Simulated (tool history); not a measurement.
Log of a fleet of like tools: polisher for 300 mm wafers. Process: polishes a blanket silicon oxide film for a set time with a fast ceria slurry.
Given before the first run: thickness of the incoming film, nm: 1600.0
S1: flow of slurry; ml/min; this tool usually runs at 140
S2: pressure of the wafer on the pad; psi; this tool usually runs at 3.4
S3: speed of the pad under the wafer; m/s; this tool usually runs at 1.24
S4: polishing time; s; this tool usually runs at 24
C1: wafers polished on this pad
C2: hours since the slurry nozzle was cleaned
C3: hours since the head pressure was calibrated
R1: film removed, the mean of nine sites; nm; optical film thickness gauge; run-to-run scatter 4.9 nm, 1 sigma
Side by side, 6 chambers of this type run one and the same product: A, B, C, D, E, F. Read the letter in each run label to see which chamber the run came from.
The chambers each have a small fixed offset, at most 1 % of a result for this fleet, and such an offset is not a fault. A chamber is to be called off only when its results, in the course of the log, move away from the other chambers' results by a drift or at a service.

run   hour   S1   S2    S3  S4    C1     C2     C3      R1
 1C    4.8  140  3.4  1.24  24  1377  305.8  546.0  635.95
 2E    8.4  140  3.4  1.24  24   243   45.3  136.6  643.81
 3B   13.7  140  3.4  1.24  24   487   15.3  456.1  628.52
      15.0  -- chamber D: worn pad replaced by a new one
 4F   18.4  140  3.4  1.24  24   670  403.3  429.8  634.27
      21.5  -- chamber A: worn pad replaced by a new one
      22.2  -- chamber C: worn pad replaced by a new one
 5A   22.7  140  3.4  1.24  24    20  187.3  422.2  632.70
 6D   25.8  140  3.4  1.24  24   172   73.4  171.7  642.33
      29.7  -- chamber E: worn pad replaced by a new one
 7A   31.1  140  3.4  1.24  24   154  195.7  430.6  625.03
 8C   34.4  140  3.4  1.24  24   194  335.4  575.6  628.74
      37.1  -- chamber F: worn pad replaced by a new one
 9B   38.8  140  3.4  1.24  24   888   40.4  481.2  635.99
10E   43.9  140  3.4  1.24  29   227   80.8  172.1  772.03
11D   46.5  140  3.4  1.24  29   502   94.1  192.4  766.79
      49.7  -- chamber C: slurry nozzle cleaned
12F   51.9  140  3.4  1.24  29   237  436.8  463.3  775.24
13E   57.6  140  3.4  1.24  29   445   94.5  185.8  772.46
14C   60.6  140  3.4  1.24  29   612   10.9  601.8  754.29
      61.0  -- chamber D: worn pad replaced by a new one
15B   63.3  140  3.4  1.24  29  1278   64.9  505.7  760.65
16D   67.4  140  3.4  1.40  27   102  115.0  213.3  804.65
      70.7  -- chamber E: worn pad replaced by a new one
17F   72.0  140  3.4  1.40  27   558  456.9  483.4  808.80
18A   77.0  140  3.4  1.40  27   886  241.6  476.5  809.10
      79.7  -- chamber B: worn pad replaced by a new one
      81.6  -- chamber A: worn pad replaced by a new one
19F   82.0  140  3.4  1.40  27   717  466.9  493.4  816.09
20C   85.2  140  3.4  1.40  27  1005   35.5  626.4  806.14
21D   89.7  140  3.4  1.40  27   457  137.3  235.6  813.37
22A   93.5  140  3.4  1.24  24   190  258.1  493.0  643.01
23E   97.2  140  3.4  1.24  24   422  134.1  225.4  632.34
      99.5  -- chamber F: worn pad replaced by a new one
      99.9  -- chamber D: worn pad replaced by a new one
24B  102.4  140  3.4  1.24  24   362  104.0  544.8  636.26
     105.5  -- chamber E: worn pad replaced by a new one
     106.8  -- chamber C: worn pad replaced by a new one
25B  107.7  140  3.4  1.24  24   446  109.3  550.1  627.89
26C  111.0  175  3.4  0.86  24    67   61.3  652.2  451.36
     112.7  -- chamber B: head pressure recalibrated
27D  116.7  175  3.4  0.86  24   269  164.3  262.6  457.92
28A  120.2  175  3.4  0.86  24   616  284.8  519.7  446.77
29F  124.7  175  3.4  0.86  24   402  509.6  536.1  457.62
30E  127.8  175  3.4  0.86  24   356  164.7  256.0  463.83
31D  130.4  175  3.4  0.86  24   487  178.0  276.3  456.63
     135.8  -- chamber A: worn pad replaced by a new one
32B  135.8  140  3.4  1.24  24   894  137.4   23.1  638.11
33C  139.0  140  3.4  1.24  24   514   89.3  680.2  624.58
     140.1  -- chamber D: worn pad replaced by a new one
34E  143.9  140  3.4  1.24  24   613  180.8  272.1  636.93
     145.3  -- chamber E: worn pad replaced by a new one
     148.3  -- chamber F: worn pad replaced by a new one
35F  148.6  140  3.4  1.24  24     5  533.5  560.0  647.24
36A  151.6  140  3.4  1.24  24   253  316.2  551.1  627.85
37B  155.5  140  3.4  1.24  24  1209  157.1   42.8  626.37
38D  159.1  140  3.4  1.24  24   303  206.7  305.0  631.49
39C  164.6  140  3.4  1.24  24   922  114.9  705.8  629.10
40E  167.3  140  3.4  1.24  24   351  204.2  295.5  636.53
41F  170.2  140  3.4  1.24  24   349  555.1  581.6  635.12

The same settings go to every chamber for the next run, one line per chamber below. Forecast the results for each:
42A  174.3  140  3.4  1.24  24               ?
42B  174.3  140  3.4  1.24  24               ?
42C  174.3  140  3.4  1.24  24               ?
42D  174.3  140  3.4  1.24  24               ?
42E  174.3  140  3.4  1.24  24               ?
42F  174.3  140  3.4  1.24  24               ?

run      R1
42A  627.17
42B  632.19
42C  628.38
42D  632.94
42E  632.57
42F  639.45
